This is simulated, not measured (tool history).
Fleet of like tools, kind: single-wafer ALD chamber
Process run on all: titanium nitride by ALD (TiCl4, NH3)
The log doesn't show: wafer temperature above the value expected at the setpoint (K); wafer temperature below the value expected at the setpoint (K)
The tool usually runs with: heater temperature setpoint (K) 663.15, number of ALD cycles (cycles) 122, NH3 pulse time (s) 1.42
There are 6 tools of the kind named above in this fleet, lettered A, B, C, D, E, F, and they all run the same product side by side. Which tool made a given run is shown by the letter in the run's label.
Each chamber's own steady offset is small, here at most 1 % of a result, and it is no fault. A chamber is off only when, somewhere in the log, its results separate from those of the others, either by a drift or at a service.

| run | hour | heater temperature setpoint (K) | number of ALD cycles (cycles) | NH3 pulse time (s) | hours since the last thermocouple change | read-back reference wafer on the same gauge, thickness_nm | mean film thickness on the monitor wafer (Å) |
|---|---|---|---|---|---|---|---|
| 1E | 11.5 | 663.15 | 122 | 1.42 | 527.5 | 2.1701 | 26.145 |
| 2F | 23.7 | 663.15 | 122 | 1.42 | 1407 | 2.1698 | 26.136 |
| 3C | 37.3 | 663.15 | 122 | 1.42 | 2457.6 | 2.1694 | 26.037 |
| 4D | 46.7 | 663.15 | 122 | 1.42 | 1157.4 | 2.1679 | 26.223 |
| 5B | 60.2 | 663.15 | 139 | 1.01 | 1006.3 | 2.1681 | 29.312 |
| 6A | 73.1 | 663.15 | 139 | 1.01 | 749.6 | 2.1669 | 29.335 |
|  | 81.4 | chamber C: thermocouple changed; heater temperature recalibrated |
| 7A | 85.3 | 663.15 | 139 | 1.01 | 761.8 | 2.1667 | 29.327 |
| 8D | 100.8 | 663.15 | 139 | 1.01 | 1211.5 | 2.1679 | 29.313 |
| 9E | 111 | 663.15 | 139 | 1.01 | 627 | 2.1655 | 28.996 |
| 10F | 124.3 | 663.15 | 139 | 1.01 | 1507.6 | 2.1669 | 29.143 |
| 11C | 134.5 | 663.15 | 122 | 1.64 | 53.1 | 2.1659 | 26.222 |
| 12B | 148.7 | 663.15 | 122 | 1.64 | 1094.8 | 2.1661 | 26.445 |
| 13D | 159 | 663.15 | 122 | 1.64 | 1269.7 | 2.1656 | 26.364 |
| 14F | 170.2 | 663.15 | 122 | 1.64 | 1553.5 | 2.166 | 26.294 |
| 15E | 180.6 | 663.15 | 122 | 1.64 | 696.6 | 2.1636 | 26.286 |
| 16A | 192.2 | 663.15 | 122 | 1.64 | 868.7 | 2.1648 | 26.519 |
| 17B | 207.1 | 663.15 | 122 | 1.42 | 1153.2 | 2.1639 | 26.229 |
| 18C | 222.6 | 663.15 | 122 | 1.42 | 141.2 | 2.1637 | 25.952 |
| 19A | 238 | 652.15 | 122 | 1.75 | 914.5 | 2.1635 | 26.27 |
| 20B | 245.9 | 652.15 | 122 | 1.75 | 1192 | 2.1624 | 26.175 |
| 21D | 253.7 | 652.15 | 122 | 1.75 | 1364.4 | 2.1621 | 26.218 |
| 22F | 264.9 | 652.15 | 122 | 1.75 | 1648.2 | 2.1613 | 26.083 |
| 23C | 275.7 | 652.15 | 122 | 1.75 | 194.3 | 2.162 | 25.953 |
| 24E | 285.6 | 652.15 | 122 | 1.75 | 801.6 | 2.1613 | 25.891 |
| 25E | 295.1 | 663.15 | 122 | 1.42 | 811.1 | 2.1613 | 25.997 |
| 26A | 307.4 | 663.15 | 122 | 1.42 | 983.9 | 2.1608 | 26.247 |
| 27C | 319.5 | 663.15 | 122 | 1.42 | 238.1 | 2.1612 | 25.962 |
| 28B | 327.5 | 663.15 | 122 | 1.42 | 1273.6 | 2.1595 | 26.161 |
| 29F | 336 | 663.15 | 122 | 1.42 | 1719.3 | 2.1602 | 26.046 |
| 30D | 350.4 | 663.15 | 122 | 1.42 | 1461.1 | 2.1599 | 26.207 |
| 31C | 364 | 663.15 | 122 | 1.42 | 282.6 | 2.1607 | 25.916 |
| 32D | 371 | 663.15 | 122 | 1.42 | 1481.7 | 2.1583 | 26.121 |
| 33A | 382.9 | 663.15 | 122 | 1.42 | 1059.4 | 2.1584 | 26.271 |
| 34F | 397.7 | 663.15 | 122 | 1.42 | 1781 | 2.1581 | 26.055 |
| 35E | 410.9 | 663.15 | 122 | 1.42 | 926.9 | 2.1578 | 25.973 |
| 36B | 424.2 | 663.15 | 122 | 1.42 | 1370.3 | 2.1583 | 26.136 |
| 37A | 432.4 | 663.15 | 122 | 1.42 | 1108.9 | 2.1577 | 26.147 |
| 38D | 447.7 | 663.15 | 122 | 1.42 | 1558.4 | 2.1564 | 26.05 |
| 39F | 457 | 678.15 | 122 | 1.42 | 1840.3 | 2.1577 | 26.514 |
| 40E | 468.5 | 678.15 | 122 | 1.42 | 984.5 | 2.1564 | 26.291 |
| 41C | 478.8 | 678.15 | 122 | 1.42 | 397.4 | 2.1566 | 26.24 |
| 42B | 490.3 | 678.15 | 122 | 1.42 | 1436.4 | 2.1566 | 26.478 |
| 43D | 506 | 678.15 | 122 | 1.42 | 1616.7 | 2.1549 | 26.433 |

Next, all 6 chambers run the settings below, one line each with question marks for the results. What does each chamber give?
| 44A | 517.4 | 663.15 | 122 | 1.42 |  |  | ? |
| 44B | 517.4 | 663.15 | 122 | 1.42 |  |  | ? |
| 44C | 517.4 | 663.15 | 122 | 1.42 |  |  | ? |
| 44D | 517.4 | 663.15 | 122 | 1.42 |  |  | ? |
| 44E | 517.4 | 663.15 | 122 | 1.42 |  |  | ? |
| 44F | 517.4 | 663.15 | 122 | 1.42 |  |  | ? |

| run | mean film thickness on the monitor wafer (Å) |
|---|---|
| 44A | 26.186 |
| 44B | 26.122 |
| 44C | 25.861 |
| 44D | 26.119 |
| 44E | 25.849 |
| 44F | 25.995 |
